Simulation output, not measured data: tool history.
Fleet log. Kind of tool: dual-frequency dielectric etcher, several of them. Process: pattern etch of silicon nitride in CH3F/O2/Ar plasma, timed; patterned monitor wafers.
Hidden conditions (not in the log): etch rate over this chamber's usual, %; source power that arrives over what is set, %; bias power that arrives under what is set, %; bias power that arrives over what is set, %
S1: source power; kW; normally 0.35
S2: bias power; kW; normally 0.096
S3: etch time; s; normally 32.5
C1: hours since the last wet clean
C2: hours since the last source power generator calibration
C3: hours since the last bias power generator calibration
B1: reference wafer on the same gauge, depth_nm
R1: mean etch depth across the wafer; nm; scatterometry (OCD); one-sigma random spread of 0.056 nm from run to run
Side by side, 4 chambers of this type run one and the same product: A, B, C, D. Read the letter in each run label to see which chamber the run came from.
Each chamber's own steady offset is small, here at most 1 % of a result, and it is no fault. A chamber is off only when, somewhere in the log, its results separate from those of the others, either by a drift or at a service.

run	day	S1	S2	S3	C1	C2	C3	B1	R1
1C	0.383	0.35	0.096	32.5	356.7	3901.6	2829.6	27.5	23.646
2A	0.688	0.35	0.096	32.5	65.7	613.4	1875	27.5	24.005
3B	1.012	0.35	0.096	32.5	315.7	2433.9	1633.4	27.483	23.775
4D	1.438	0.35	0.096	32.5	259.1	1189.5	148.1	27.489	23.819
5A	2.033	0.35	0.096	32.5	98	645.7	1907.3	27.497	24.11
6D	2.492	0.35	0.096	32.5	284.4	1214.8	173.4	27.5	23.855
7B	2.996	0.35	0.096	32.5	363.3	2481.5	1681	27.513	23.624
8C	3.329	0.35	0.096	32.5	427.4	3972.3	2900.3	27.481	23.827
9C	3.879	0.3	0.096	28	440.6	3985.5	2913.5	27.478	19.362
10A	4.512	0.3	0.096	28	157.5	705.2	1966.8	27.487	19.582
11D	5.071	0.3	0.096	28	346.3	1276.7	235.3	27.49	19.536
12B	5.604	0.3	0.096	28	425.9	2544.1	1743.6	27.496	19.274
13A	6.167	0.31	0.096	29	197.2	744.9	2006.5	27.503	20.664
# day 6.558: chamber C: wet clean of the chamber
14C	6.808	0.31	0.096	29	6.1	4055.8	2983.8	27.5	20.312
15B	7.238	0.31	0.096	29	465.1	2583.3	1782.8	27.499	20.301
16D	7.883	0.31	0.096	29	413.8	1344.2	302.8	27.499	20.592
17B	8.275	0.35	0.096	32.5	490	2608.2	1807.7	27.511	23.667
18C	8.846	0.35	0.096	32.5	55	4104.7	3032.7	27.504	23.748
19A	9.192	0.35	0.096	32.5	269.8	817.5	2079.1	27.497	23.993
20D	9.512	0.35	0.096	32.5	452.9	1383.3	341.9	27.507	24.317
21D	9.938	0.35	0.096	32.5	463.1	1393.5	352.1	27.512	24.107
# day 10.162: chamber B: wet clean of the chamber
22B	10.45	0.35	0.096	32.5	7	2660.4	1859.9	27.492	23.857
23C	11.075	0.35	0.096	32.5	108.5	4158.2	3086.2	27.508	23.753
24A	11.392	0.35	0.096	32.5	322.6	870.3	2131.9	27.505	24.123
25B	11.875	0.35	0.096	32.5	41.2	2694.6	1894.1	27.501	23.802

All 4 chambers run these settings next. Forecast each chamber's results:
26A	12.346	0.35	0.096	32.5					?
26B	12.346	0.35	0.096	32.5					?
26C	12.346	0.35	0.096	32.5					?
26D	12.346	0.35	0.096	32.5					?

run	R1
26A	24.016
26B	23.721
26C	23.782
26D	24.4
